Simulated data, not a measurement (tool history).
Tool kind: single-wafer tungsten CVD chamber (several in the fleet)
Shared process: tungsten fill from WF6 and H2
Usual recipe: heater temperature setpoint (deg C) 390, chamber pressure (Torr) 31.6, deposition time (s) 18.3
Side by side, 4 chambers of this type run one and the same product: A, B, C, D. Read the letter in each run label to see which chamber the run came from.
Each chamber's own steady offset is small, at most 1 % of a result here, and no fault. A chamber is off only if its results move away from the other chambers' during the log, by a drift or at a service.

run,hour,heater temperature setpoint (deg C),chamber pressure (Torr),deposition time (s),hours since the last thermocouple change,hours since the last manometer calibration,"read-back reference wafer on the same gauge, thickness_nm",mean film thickness on the monitor wafer (Å)
1C,10.5,390,31.6,18.3,705.3,107.1,50.738,456.65
2B,18,390,31.6,18.3,1166.1,753.2,50.687,445.21
3A,26.9,390,31.6,18.3,964.8,479.2,50.742,453.22
4D,34.4,390,31.6,18.3,1043.7,1125.7,50.695,456.82
5D,41.3,390,31.6,18.3,1050.6,1132.6,50.659,456.42
6C,50.7,390,31.6,18.3,745.5,147.3,50.648,453.59
7B,56.2,390,31.6,18.3,1204.3,791.4,50.804,443.53
8A,64.1,390,31.6,18.3,1002,516.4,50.636,449.41
9D,74.3,390,31.6,18.3,1083.6,1165.6,50.69,457.06
10C,81.4,390,31.6,18.3,776.2,178,50.727,457.15
11B,90.5,390,31.6,18.3,1238.6,825.7,50.695,448.11
12A,96.6,390,31.6,18.3,1034.5,548.9,50.693,451.91
13B,102.8,390,31.6,18.3,1250.9,838,50.674,447.05
14C,112.6,390,31.6,18.3,807.4,209.2,50.775,452.8
15D,118.7,390,31.6,18.3,1128,1210,50.665,449.87
16A,127,390,31.6,18.3,1064.9,579.3,50.721,451.66
# hour 133.3: chamber B: thermocouple changed; heater temperature recalibrated
17A,137.3,390,31.6,18.3,1075.2,589.6,50.752,448.5
18D,148.3,381,27.2,18.3,1157.6,1239.6,50.709,353.97
19C,155.2,381,27.2,18.3,850,251.8,50.646,354.3
20B,164,381,27.2,18.3,30.7,899.2,50.718,336.26
21D,176,381,27.2,18.3,1185.3,1267.3,50.794,352.82
22B,185,390,31.6,18.3,51.7,920.2,50.708,433.2
23A,195.2,390,31.6,18.3,1133.1,647.5,50.698,447.82
24C,200.9,390,31.6,18.3,895.7,297.5,50.706,454.06
25A,211.6,390,31.6,18.3,1149.5,663.9,50.671,451.18
26C,218.2,390,36.8,18.3,913,314.8,50.659,483.15
27B,229.3,390,36.8,18.3,96,964.5,50.686,461.85
28D,237.8,390,36.8,18.3,1247.1,1329.1,50.688,484.7
29D,249.3,390,36.8,18.3,1258.6,1340.6,50.695,482.37
30A,259.4,390,36.2,19.5,1197.3,711.7,50.69,511.88
31C,271.8,390,36.2,19.5,966.6,368.4,50.724,510.78
32B,281.1,390,36.2,19.5,147.8,1016.3,50.75,486.69
33B,287.6,390,36.2,19.5,154.3,1022.8,50.689,493.86
34A,293.3,390,31.6,18.3,1231.2,745.6,50.733,449.29
# hour 295.1: chamber D: capacitance manometer re-zeroed and calibrated
35C,301.9,390,31.6,18.3,996.7,398.5,50.754,452.94
36D,310,390,36.7,21.1,1319.3,14.9,50.749,556.45
37B,316.4,390,36.7,21.1,183.1,1051.6,50.686,537.61
38C,326,390,36.7,21.1,1020.8,422.6,50.724,565.16
39D,335.1,390,36.7,21.1,1344.4,40,50.734,562.99

Decide between three cases: one chamber stands off from its peers, the gauge reading all wafers drifts, or nothing is wrong past each chamber's small offset. Where a chamber is off, say which and what most likely put it there.

A service left chamber B off against the others.
Likeliest cause: wafer temperature below the value expected at the setpoint (K) = 1.88.

Chamber B could run next with any of the 4 candidate recipes listed below; each alters the usual settings, and their results appear as question marks. Which one brings its results back in line with what the other chambers deliver on the usual settings?
A result is in line if it is within this distance of the other chambers' mean on the usual settings: mean film thickness on the monitor wafer (Å) 8.7
40B-1,344.1,390,31.6,19.1,,,,?
40B-2,344.1,389,31.3,18,,,,?
40B-3,344.1,390,31.6,18.5,,,,?
40B-4,344.1,390,31.6,18.1,,,,?

Mean of the other chambers on the usual settings: mean film thickness on the monitor wafer (Å) 451.89
run,mean film thickness on the monitor wafer (Å)
40B-1,450.33
40B-2,414.08
40B-3,436.12
40B-4,426.65
40B-1 brings the chamber back in line.
